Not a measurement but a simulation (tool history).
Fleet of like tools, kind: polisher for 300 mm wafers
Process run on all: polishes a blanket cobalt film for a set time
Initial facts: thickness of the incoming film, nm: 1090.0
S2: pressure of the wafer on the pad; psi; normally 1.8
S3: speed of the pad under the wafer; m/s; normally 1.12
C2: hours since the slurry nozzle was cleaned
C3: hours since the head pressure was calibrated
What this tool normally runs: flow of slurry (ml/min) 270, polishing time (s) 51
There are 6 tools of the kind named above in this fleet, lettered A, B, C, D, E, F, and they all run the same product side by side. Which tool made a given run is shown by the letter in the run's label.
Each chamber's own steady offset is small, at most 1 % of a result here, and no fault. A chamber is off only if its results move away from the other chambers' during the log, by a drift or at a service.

Run 1D, hour 5.6: usual settings; wafers polished on this pad 1076; C2 157.4; C3 193.9. Result: film removed (angstrom) 3153.4.
Run 2B, hour 9.6: usual settings; wafers polished on this pad 726; C2 200.1; C3 60.8. Result: film removed (angstrom) 3073.3.
At hour 10.5: chamber B: worn pad replaced by a new one.
At hour 13.0: chamber E: head pressure recalibrated.
Run 3F, hour 15.9: usual settings; wafers polished on this pad 796; C2 177.2; C3 519.1. Result: film removed (angstrom) 3166.8.
Run 4C, hour 22.2: usual settings; wafers polished on this pad 1380; C2 423.1; C3 971.6. Result: film removed (angstrom) 3088.3.
At hour 22.3: chamber A: worn pad replaced by a new one.
At hour 27.0: chamber D: worn pad replaced by a new one.
Run 5A, hour 27.1: usual settings; wafers polished on this pad 57; C2 385.9; C3 912.2. Result: film removed (angstrom) 3110.2.
At hour 30.1: chamber C: worn pad replaced by a new one.
At hour 31.3: chamber F: worn pad replaced by a new one.
Run 6E, hour 33.2: usual settings but flow of slurry (ml/min) 360, S2 2.2 psi; wafers polished on this pad 611; C2 127.7; C3 20.3. Result: film removed (angstrom) 3915.4.
Run 7D, hour 39.4: usual settings but flow of slurry (ml/min) 360, S2 2.2 psi; wafers polished on this pad 147; C2 191.2; C3 227.7. Result: film removed (angstrom) 3902.9.
At hour 39.5: chamber E: worn pad replaced by a new one.
Run 8C, hour 46.4: usual settings but flow of slurry (ml/min) 360, S2 2.2 psi; wafers polished on this pad 192; C2 447.3; C3 995.8. Result: film removed (angstrom) 3943.2.
Run 9E, hour 51.3: usual settings but flow of slurry (ml/min) 360, S2 2.2 psi; wafers polished on this pad 139; C2 145.8; C3 38.4. Result: film removed (angstrom) 3904.8.
Run 10F, hour 57.6: usual settings but flow of slurry (ml/min) 360, S2 2.2 psi; wafers polished on this pad 311; C2 218.9; C3 560.8. Result: film removed (angstrom) 3933.5.
Run 11B, hour 64.9: usual settings but flow of slurry (ml/min) 360, S2 2.2 psi; wafers polished on this pad 643; C2 255.4; C3 116.1. Result: film removed (angstrom) 3866.1.
At hour 68.0: chamber C: slurry nozzle cleaned.
Run 12A, hour 69.1: usual settings but flow of slurry (ml/min) 205, S2 2.2 psi; wafers polished on this pad 554; C2 427.9; C3 954.2. Result: film removed (angstrom) 3723.6.
At hour 74.2: chamber B: worn pad replaced by a new one.
Run 13B, hour 78.1: usual settings but flow of slurry (ml/min) 205, S2 2.2 psi; wafers polished on this pad 47; C2 268.6; C3 129.3. Result: film removed (angstrom) 3659.0.
Run 14A, hour 86.9: usual settings but flow of slurry (ml/min) 205, S2 2.2 psi; wafers polished on this pad 764; C2 445.7; C3 972.0. Result: film removed (angstrom) 3657.5.
Run 15F, hour 94.1: usual settings but flow of slurry (ml/min) 205, S2 2.2 psi; wafers polished on this pad 743; C2 255.4; C3 597.3. Result: film removed (angstrom) 3723.5.
At hour 95.3: chamber E: worn pad replaced by a new one.
Run 16C, hour 101.3: usual settings but flow of slurry (ml/min) 205, S2 2.2 psi; wafers polished on this pad 842; C2 33.3; C3 1050.7. Result: film removed (angstrom) 3675.6.
Run 17E, hour 108.4: usual settings but flow of slurry (ml/min) 205, S2 2.2 psi; wafers polished on this pad 155; C2 202.9; C3 95.5. Result: film removed (angstrom) 3686.6.
At hour 109.9: chamber F: worn pad replaced by a new one.
Run 18D, hour 113.5: usual settings; wafers polished on this pad 1023; C2 265.3; C3 301.8. Result: film removed (angstrom) 3112.0.
At hour 114.9: chamber A: worn pad replaced by a new one.
Run 19B, hour 121.0: usual settings; wafers polished on this pad 554; C2 311.5; C3 172.2. Result: film removed (angstrom) 3125.5.
At hour 122.9: chamber A: slurry nozzle cleaned.
Run 20F, hour 125.4: usual settings; wafers polished on this pad 183; C2 286.7; C3 628.6. Result: film removed (angstrom) 3145.4.
Run 21A, hour 133.3: usual settings; wafers polished on this pad 218; C2 10.5; C3 1018.4. Result: film removed (angstrom) 3145.6.
At hour 135.3: chamber D: worn pad replaced by a new one.
Run 22E, hour 138.0: usual settings; wafers polished on this pad 505; C2 232.5; C3 125.1. Result: film removed (angstrom) 3065.2.
At hour 140.9: chamber B: worn pad replaced by a new one.
At hour 143.7: chamber E: worn pad replaced by a new one.
Run 23D, hour 145.2: usual settings; wafers polished on this pad 117; C2 297.0; C3 333.5. Result: film removed (angstrom) 3132.4.
Run 24C, hour 150.5: usual settings but S3 0.86 m/s, polishing time (s) 41; wafers polished on this pad 1423; C2 82.5; C3 1099.9. Result: film removed (angstrom) 1956.2.
Run 25D, hour 159.5: usual settings but S3 0.86 m/s, polishing time (s) 41; wafers polished on this pad 286; C2 311.3; C3 347.8. Result: film removed (angstrom) 1907.3.
At hour 159.8: chamber C: worn pad replaced by a new one.
Run 26A, hour 165.2: usual settings but S3 0.86 m/s, polishing time (s) 41; wafers polished on this pad 595; C2 42.4; C3 1050.3. Result: film removed (angstrom) 1897.6.
Run 27C, hour 169.3: usual settings but S3 0.86 m/s, polishing time (s) 41; wafers polished on this pad 112; C2 101.3; C3 1118.7. Result: film removed (angstrom) 1951.0.
Run 28E, hour 173.4: usual settings but S3 0.86 m/s, polishing time (s) 41; wafers polished on this pad 351; C2 267.9; C3 160.5. Result: film removed (angstrom) 1887.7.
Run 29F, hour 178.7: usual settings but S3 0.86 m/s, polishing time (s) 41; wafers polished on this pad 814; C2 340.0; C3 681.9. Result: film removed (angstrom) 1935.2.
At hour 179.8: chamber F: worn pad replaced by a new one.
Run 30B, hour 183.3: usual settings; wafers polished on this pad 501; C2 373.8; C3 234.5. Result: film removed (angstrom) 3076.8.
Run 31F, hour 187.8: usual settings; wafers polished on this pad 95; C2 349.1; C3 691.0. Result: film removed (angstrom) 3108.1.
Run 32A, hour 194.0: usual settings; wafers polished on this pad 936; C2 71.2; C3 1079.1. Result: film removed (angstrom) 3137.6.
Run 33B, hour 200.5: usual settings but polishing time (s) 39; wafers polished on this pad 705; C2 391.0; C3 251.7. Result: film removed (angstrom) 2348.2.
At hour 202.1: chamber E: worn pad replaced by a new one.
Run 34C, hour 207.9: usual settings but polishing time (s) 39; wafers polished on this pad 569; C2 139.9; C3 1157.3. Result: film removed (angstrom) 2439.1.
At hour 210.2: chamber B: worn pad replaced by a new one.
Run 35E, hour 212.6: usual settings but polishing time (s) 39; wafers polished on this pad 125; C2 307.1; C3 199.7. Result: film removed (angstrom) 2318.6.
At hour 217.3: chamber A: worn pad replaced by a new one.
Run 36D, hour 221.0: usual settings but polishing time (s) 39; wafers polished on this pad 1013; C2 372.8; C3 409.3. Result: film removed (angstrom) 2360.7.
Run 37C, hour 228.3: usual settings but polishing time (s) 39; wafers polished on this pad 810; C2 160.3; C3 1177.7. Result: film removed (angstrom) 2424.3.
Run 38F, hour 233.3: usual settings but polishing time (s) 39; wafers polished on this pad 633; C2 394.6; C3 736.5. Result: film removed (angstrom) 2403.5.
At hour 241.8: chamber D: worn pad replaced by a new one.
Run 39D, hour 242.5: usual settings; wafers polished on this pad 9; C2 394.3; C3 430.8. Result: film removed (angstrom) 3109.1.
Run 40E, hour 248.7: usual settings; wafers polished on this pad 551; C2 343.2; C3 235.8. Result: film removed (angstrom) 2987.1.
At hour 250.2: chamber F: worn pad replaced by a new one.
Run 41B, hour 254.9: usual settings but flow of slurry (ml/min) 335, polishing time (s) 46; wafers polished on this pad 529; C2 445.4; C3 306.1. Result: film removed (angstrom) 2851.6.
Run 42A, hour 261.1: usual settings but flow of slurry (ml/min) 335, polishing time (s) 46; wafers polished on this pad 518; C2 138.3; C3 1146.2. Result: film removed (angstrom) 2853.1.
Run 43F, hour 270.0: usual settings but flow of slurry (ml/min) 335, polishing time (s) 46; wafers polished on this pad 234; C2 431.3; C3 773.2. Result: film removed (angstrom) 2899.8.

Next, all 6 chambers run the settings below, one line each with question marks for the results. What does each chamber give?
Run 44A, hour 276.7: usual settings. Result: film removed (angstrom) ?.
Run 44B, hour 276.7: usual settings. Result: film removed (angstrom) ?.
Run 44C, hour 276.7: usual settings. Result: film removed (angstrom) ?.
Run 44D, hour 276.7: usual settings. Result: film removed (angstrom) ?.
Run 44E, hour 276.7: usual settings. Result: film removed (angstrom) ?.
Run 44F, hour 276.7: usual settings. Result: film removed (angstrom) ?.

run  film removed (angstrom)
44A                   3131.4
44B                   3062.7
44C                   3148.2
44D                   3048.7
44E                   2943.3
44F                   3128.4
